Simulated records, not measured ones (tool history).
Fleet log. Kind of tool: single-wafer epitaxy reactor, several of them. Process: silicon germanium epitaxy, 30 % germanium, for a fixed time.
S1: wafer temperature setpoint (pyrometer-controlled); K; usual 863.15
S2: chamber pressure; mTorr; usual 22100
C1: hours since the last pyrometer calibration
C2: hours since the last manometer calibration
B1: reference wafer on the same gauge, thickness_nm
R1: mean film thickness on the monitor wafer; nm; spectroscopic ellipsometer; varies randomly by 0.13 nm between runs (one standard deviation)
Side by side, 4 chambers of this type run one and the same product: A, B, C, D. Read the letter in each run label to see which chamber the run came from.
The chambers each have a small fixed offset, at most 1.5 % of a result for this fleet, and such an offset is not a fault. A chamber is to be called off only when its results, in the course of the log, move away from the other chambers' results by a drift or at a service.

run 1B hour=4.3 | S1=863.15 S2=22100 | C1=386 C2=1875.5 | B1=44.307 | R1=50.475
run 2D hour=8.7 | S1=863.15 S2=22100 | C1=905.7 C2=34.8 | B1=44.282 | R1=50.745
run 3C hour=15 | S1=863.15 S2=22100 | C1=1823 C2=1137 | B1=44.303 | R1=50.771
run 4A hour=20.5 | S1=863.15 S2=22100 | C1=935.6 C2=166.4 | B1=44.29 | R1=50.385
run 5C hour=25.9 | S1=863.15 S2=22100 | C1=1833.9 C2=1147.9 | B1=44.287 | R1=50.8
run 6D hour=31.5 | S1=863.15 S2=22100 | C1=928.5 C2=57.6 | B1=44.295 | R1=50.758
run 7A hour=37.5 | S1=863.15 S2=22100 | C1=952.6 C2=183.4 | B1=44.315 | R1=50.344
run 8B hour=44.1 | S1=863.15 S2=25700 | C1=425.8 C2=1915.3 | B1=44.276 | R1=53.894
run 9C hour=48.1 | S1=863.15 S2=25700 | C1=1856.1 C2=1170.1 | B1=44.295 | R1=53.77
run 10A hour=52.8 | S1=863.15 S2=25700 | C1=967.9 C2=198.7 | B1=44.291 | R1=53.456
run 11B hour=57.4 | S1=863.15 S2=25700 | C1=439.1 C2=1928.6 | B1=44.308 | R1=54.077
run 12D hour=61.9 | S1=863.15 S2=22100 | C1=958.9 C2=88 | B1=44.299 | R1=50.779
run 13D hour=66.4 | S1=863.15 S2=22100 | C1=963.4 C2=92.5 | B1=44.302 | R1=50.85
run 14A hour=71.7 | S1=863.15 S2=22100 | C1=986.8 C2=217.6 | B1=44.265 | R1=50.303
run 15B hour=75.1 | S1=852.15 S2=20400 | C1=456.8 C2=1946.3 | B1=44.302 | R1=39.88
run 16C hour=82 | S1=852.15 S2=20400 | C1=1890 C2=1204 | B1=44.272 | R1=39.781
run 17B hour=86.2 | S1=852.15 S2=20400 | C1=467.9 C2=1957.4 | B1=44.312 | R1=39.932
run 18D hour=90.9 | S1=852.15 S2=20400 | C1=987.9 C2=117 | B1=44.304 | R1=39.695
run 19A hour=96.7 | S1=849.15 S2=18800 | C1=1011.8 C2=242.6 | B1=44.316 | R1=36.092
run 20C hour=100.8 | S1=849.15 S2=18800 | C1=1908.8 C2=1222.8 | B1=44.28 | R1=36.236
run 21D hour=105.3 | S1=849.15 S2=18800 | C1=1002.3 C2=131.4 | B1=44.299 | R1=35.994
run 22C hour=111.9 | S1=849.15 S2=18800 | C1=1919.9 C2=1233.9 | B1=44.301 | R1=36.418
run 23A hour=115.9 | S1=863.15 S2=22100 | C1=1031 C2=261.8 | B1=44.29 | R1=49.953
run 24B hour=119.9 | S1=863.15 S2=22100 | C1=501.6 C2=1991.1 | B1=44.317 | R1=50.603
run 25D hour=125.3 | S1=863.15 S2=22100 | C1=1022.3 C2=151.4 | B1=44.318 | R1=50.447
run 26B hour=130 | S1=850.15 S2=27100 | C1=511.7 C2=2001.2 | B1=44.28 | R1=42.99
run 27C hour=133.5 | S1=850.15 S2=27100 | C1=1941.5 C2=1255.5 | B1=44.297 | R1=42.858
run 28A hour=138.8 | S1=850.15 S2=27100 | C1=1053.9 C2=284.7 | B1=44.287 | R1=42.323
run 29B hour=144.6 | S1=850.15 S2=27100 | C1=526.3 C2=2015.8 | B1=44.305 | R1=42.815
run 30D hour=147.8 | S1=863.15 S2=18500 | C1=1044.8 C2=173.9 | B1=44.327 | R1=47.04
run 31A hour=152.2 | S1=863.15 S2=18500 | C1=1067.3 C2=298.1 | B1=44.259 | R1=46.091
run 32C hour=156.1 | S1=863.15 S2=18500 | C1=1964.1 C2=1278.1 | B1=44.284 | R1=47.221
run 33B hour=160.8 | S1=863.15 S2=18500 | C1=542.5 C2=2032 | B1=44.256 | R1=47.118
run 34C hour=166 | S1=863.15 S2=22100 | C1=1974 C2=1288 | B1=44.267 | R1=50.66
run 35D hour=170.6 | S1=863.15 S2=22100 | C1=1067.6 C2=196.7 | B1=44.291 | R1=50.639
run 36A hour=175.9 | S1=863.15 S2=22100 | C1=1091 C2=321.8 | B1=44.284 | R1=49.152
run 37C hour=179.5 | S1=863.15 S2=22100 | C1=1987.5 C2=1301.5 | B1=44.287 | R1=50.682
run 38A hour=184 | S1=863.15 S2=22100 | C1=1099.1 C2=329.9 | B1=44.307 | R1=49.06

Predict what each chamber gives when all 4 of them run the settings below next.
run 39A hour=189.3 | S1=863.15 S2=22100 | R1=?
run 39B hour=189.3 | S1=863.15 S2=22100 | R1=?
run 39C hour=189.3 | S1=863.15 S2=22100 | R1=?
run 39D hour=189.3 | S1=863.15 S2=22100 | R1=?

run=39A R1=48.764
run=39B R1=51.036
run=39C R1=50.709
run=39D R1=50.676
